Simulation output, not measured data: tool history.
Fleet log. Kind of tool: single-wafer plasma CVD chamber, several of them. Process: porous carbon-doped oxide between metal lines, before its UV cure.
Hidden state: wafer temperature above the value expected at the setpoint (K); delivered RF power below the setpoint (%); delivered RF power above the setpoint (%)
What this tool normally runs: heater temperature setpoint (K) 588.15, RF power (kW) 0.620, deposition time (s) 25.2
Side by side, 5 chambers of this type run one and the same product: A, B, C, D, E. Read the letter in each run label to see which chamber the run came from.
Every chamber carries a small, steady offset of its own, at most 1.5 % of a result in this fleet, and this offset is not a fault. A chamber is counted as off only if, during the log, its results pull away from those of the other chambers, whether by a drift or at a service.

run	hour	heater temperature setpoint (K)	RF power (kW)	deposition time (s)	hours since the last thermocouple change	hours since the last RF generator calibration	read-back reference wafer on the same gauge, thickness_nm	mean film thickness on the monitor wafer (Å)
1A	12.1	588.15	0.620	25.2	1620.9	345.2	131.00	1454.6
2E	20.2	588.15	0.620	25.2	727.6	2125.7	131.03	1466.6
3D	26.2	588.15	0.620	25.2	349.6	1022.0	130.96	1452.8
# hour 30.6: chamber E: RF generator calibrated
4C	37.3	588.15	0.620	25.2	1231.6	687.2	131.01	1465.2
5B	45.8	588.15	0.620	25.2	768.4	500.1	130.99	1456.9
6C	51.7	588.15	0.620	25.2	1246.0	701.6	130.96	1452.9
7A	63.7	588.15	0.620	25.2	1672.5	396.8	131.00	1464.8
8E	73.9	588.15	0.620	27.1	781.3	43.4	131.09	1574.3
9B	82.6	588.15	0.620	27.1	805.2	536.9	130.95	1560.4
10D	90.2	588.15	0.620	27.1	413.6	1086.0	131.01	1557.2
11D	99.5	588.15	0.620	27.1	422.9	1095.3	130.96	1563.6
12B	110.9	588.15	0.620	27.1	833.5	565.2	130.96	1558.1
13C	121.8	577.15	0.665	25.2	1316.1	771.7	131.05	1619.8
14A	133.0	577.15	0.665	25.2	1741.8	466.1	130.91	1608.6
15E	143.4	577.15	0.665	25.2	850.8	112.9	131.02	1637.2
# hour 146.8: chamber C: RF generator calibrated
16B	151.9	577.15	0.665	25.2	874.5	606.2	131.06	1618.3
17A	158.8	577.15	0.665	25.2	1767.6	491.9	131.05	1623.9
18D	170.3	588.15	0.620	25.2	493.7	1166.1	131.05	1457.0
19C	179.3	588.15	0.620	25.2	1373.6	32.6	130.91	1456.8
20E	189.1	588.15	0.620	25.2	896.5	158.6	130.97	1463.9
# hour 194.2: chamber B: thermocouple changed; heater temperature recalibrated
21E	198.8	588.15	0.620	25.2	906.2	168.3	131.00	1474.4
22C	205.2	593.15	0.620	29.4	1399.5	58.5	131.05	1647.9
23D	210.8	593.15	0.620	29.4	534.2	1206.6	131.04	1650.9
24B	223.2	593.15	0.620	29.4	29.1	677.5	130.99	1650.7
25A	232.7	593.15	0.620	29.4	1841.5	565.8	130.99	1640.1
26E	239.9	593.15	0.620	29.4	947.3	209.4	131.03	1659.5
27D	248.3	588.15	0.620	25.2	571.7	1244.1	131.06	1460.8
28B	256.2	588.15	0.620	25.2	62.1	710.5	130.98	1449.4
29C	268.0	588.15	0.620	25.2	1462.3	121.3	130.98	1458.8
30A	274.4	577.15	0.620	28.2	1883.2	607.5	130.89	1730.6
31E	286.1	577.15	0.620	28.2	993.5	255.6	130.96	1743.3
32B	298.1	577.15	0.620	28.2	104.0	752.4	131.04	1721.1
33C	306.7	577.15	0.620	28.2	1501.0	160.0	130.99	1723.1
34D	316.9	577.15	0.620	28.2	640.3	1312.7	130.95	1721.9
35A	325.1	588.15	0.620	25.2	1933.9	658.2	130.93	1456.4

Next, every chamber runs the same settings. What will each give?
36A	334.1	588.15	0.620	25.2				?
36B	334.1	588.15	0.620	25.2				?
36C	334.1	588.15	0.620	25.2				?
36D	334.1	588.15	0.620	25.2				?
36E	334.1	588.15	0.620	25.2				?

run	mean film thickness on the monitor wafer (Å)
36A	1463.4
36B	1451.0
36C	1456.2
36D	1456.3
36E	1470.6
